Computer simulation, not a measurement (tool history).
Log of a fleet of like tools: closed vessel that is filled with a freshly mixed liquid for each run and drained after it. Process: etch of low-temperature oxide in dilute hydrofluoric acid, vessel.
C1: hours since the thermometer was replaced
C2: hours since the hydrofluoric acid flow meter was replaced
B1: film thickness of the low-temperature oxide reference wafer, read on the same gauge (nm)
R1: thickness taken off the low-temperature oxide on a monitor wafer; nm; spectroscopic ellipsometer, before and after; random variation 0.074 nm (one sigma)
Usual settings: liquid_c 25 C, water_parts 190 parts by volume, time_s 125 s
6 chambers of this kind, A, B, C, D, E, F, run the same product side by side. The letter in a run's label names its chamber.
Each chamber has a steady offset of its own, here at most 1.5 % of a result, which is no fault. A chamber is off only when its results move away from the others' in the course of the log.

run 1F day=0.538 | liquid_c=25 water_parts=190 time_s=125 | C1=30.6 C2=219.1 | B1=70.015 | R1=10.8770
run 2E day=1.083 | liquid_c=25 water_parts=190 time_s=125 | C1=852.6 C2=823.2 | B1=69.988 | R1=10.8200
run 3D day=1.383 | liquid_c=25 water_parts=190 time_s=125 | C1=572.3 C2=894.5 | B1=69.964 | R1=10.6510
run 4C day=1.721 | liquid_c=25 water_parts=190 time_s=125 | C1=909.4 C2=1649.7 | B1=70.035 | R1=10.6450
-- day=1.867 chamber C: thermometer replaced
-- day=2.217 chamber D: hydrofluoric acid flow meter replaced
run 5A day=2.262 | liquid_c=25 water_parts=190 time_s=125 | C1=1164.8 C2=77.4 | B1=70.019 | R1=10.7950
-- day=2.479 chamber D: thermometer replaced
run 6B day=2.633 | liquid_c=25 water_parts=190 time_s=125 | C1=2098.3 C2=169.8 | B1=70.022 | R1=10.5700
run 7B day=2.983 | liquid_c=25 water_parts=190 time_s=125 | C1=2106.7 C2=178.2 | B1=69.988 | R1=10.6200
run 8E day=3.462 | liquid_c=25 water_parts=190 time_s=125 | C1=909.7 C2=880.3 | B1=69.980 | R1=10.7670
run 9F day=3.892 | liquid_c=25 water_parts=190 time_s=125 | C1=111.1 C2=299.6 | B1=69.997 | R1=10.7400
run 10A day=4.204 | liquid_c=25 water_parts=190 time_s=125 | C1=1211.4 C2=124.0 | B1=69.984 | R1=10.5470
run 11D day=4.775 | liquid_c=25 water_parts=190 time_s=125 | C1=55.1 C2=61.4 | B1=70.028 | R1=10.6840
run 12C day=5.067 | liquid_c=25 water_parts=190 time_s=125 | C1=76.8 C2=1730.0 | B1=69.975 | R1=10.6480
run 13B day=5.404 | liquid_c=25 water_parts=190 time_s=125 | C1=2164.8 C2=236.3 | B1=69.991 | R1=10.6890
run 14F day=5.692 | liquid_c=25 water_parts=190 time_s=125 | C1=154.3 C2=342.8 | B1=70.048 | R1=10.7110
run 15C day=6.200 | liquid_c=25 water_parts=190 time_s=125 | C1=104.0 C2=1757.2 | B1=70.007 | R1=10.7040
run 16A day=6.575 | liquid_c=25 water_parts=190 time_s=125 | C1=1268.3 C2=180.9 | B1=70.005 | R1=10.5120
-- day=6.671 chamber E: thermometer replaced
run 17D day=6.942 | liquid_c=25 water_parts=190 time_s=125 | C1=107.1 C2=113.4 | B1=69.989 | R1=10.6330
run 18E day=7.392 | liquid_c=25 water_parts=190 time_s=125 | C1=17.4 C2=974.6 | B1=70.022 | R1=10.7790
run 19B day=7.704 | liquid_c=25 water_parts=190 time_s=125 | C1=2220.0 C2=291.5 | B1=70.014 | R1=10.6770
run 20A day=8.200 | liquid_c=25 water_parts=190 time_s=125 | C1=1307.3 C2=219.9 | B1=69.958 | R1=10.7680
run 21F day=8.588 | liquid_c=25 water_parts=190 time_s=125 | C1=223.8 C2=412.3 | B1=70.005 | R1=10.7520
run 22D day=9.133 | liquid_c=25 water_parts=190 time_s=125 | C1=159.7 C2=166.0 | B1=70.002 | R1=10.6280
run 23E day=9.700 | liquid_c=25 water_parts=190 time_s=125 | C1=72.8 C2=1030.0 | B1=70.001 | R1=10.7580
run 24C day=9.988 | liquid_c=25 water_parts=190 time_s=125 | C1=194.9 C2=1848.1 | B1=70.002 | R1=10.6820
run 25D day=10.329 | liquid_c=25 water_parts=190 time_s=125 | C1=188.4 C2=194.7 | B1=70.001 | R1=10.6920
run 26C day=10.658 | liquid_c=25 water_parts=190 time_s=125 | C1=211.0 C2=1864.2 | B1=70.023 | R1=10.4990
run 27E day=10.996 | liquid_c=25 water_parts=190 time_s=125 | C1=103.9 C2=1061.1 | B1=69.979 | R1=10.8480
run 28F day=11.308 | liquid_c=25 water_parts=190 time_s=125 | C1=289.1 C2=477.6 | B1=70.003 | R1=10.8360
run 29B day=11.821 | liquid_c=27 water_parts=190 time_s=85 | C1=2318.8 C2=390.3 | B1=70.002 | R1=7.7563
run 30A day=12.296 | liquid_c=27 water_parts=190 time_s=85 | C1=1405.6 C2=318.2 | B1=69.981 | R1=7.8105
run 31A day=12.633 | liquid_c=27 water_parts=190 time_s=85 | C1=1413.7 C2=326.3 | B1=70.027 | R1=7.7576
run 32D day=12.917 | liquid_c=27 water_parts=190 time_s=85 | C1=250.5 C2=256.8 | B1=69.993 | R1=7.7358
run 33E day=13.388 | liquid_c=27 water_parts=190 time_s=85 | C1=161.3 C2=1118.5 | B1=70.031 | R1=7.7768
run 34B day=13.925 | liquid_c=27 water_parts=190 time_s=85 | C1=2369.3 C2=440.8 | B1=70.007 | R1=7.7688
run 35F day=14.229 | liquid_c=25 water_parts=190 time_s=125 | C1=359.2 C2=547.7 | B1=70.006 | R1=10.8170
run 36C day=14.483 | liquid_c=25 water_parts=190 time_s=125 | C1=302.8 C2=1956.0 | B1=70.013 | R1=10.6580
run 37C day=14.946 | liquid_c=25 water_parts=190 time_s=125 | C1=313.9 C2=1967.1 | B1=69.988 | R1=10.7170
run 38B day=15.412 | liquid_c=25 water_parts=190 time_s=125 | C1=2405.0 C2=476.5 | B1=69.977 | R1=10.7140

All 6 chambers run these settings next. Forecast each chamber's results:
run 39A day=15.821 | liquid_c=25 water_parts=190 time_s=125 | R1=?
run 39B day=15.821 | liquid_c=25 water_parts=190 time_s=125 | R1=?
run 39C day=15.821 | liquid_c=25 water_parts=190 time_s=125 | R1=?
run 39D day=15.821 | liquid_c=25 water_parts=190 time_s=125 | R1=?
run 39E day=15.821 | liquid_c=25 water_parts=190 time_s=125 | R1=?
run 39F day=15.821 | liquid_c=25 water_parts=190 time_s=125 | R1=?

run=39A R1=10.6910
run=39B R1=10.6950
run=39C R1=10.4970
run=39D R1=10.5730
run=39E R1=10.8070
run=39F R1=10.7540
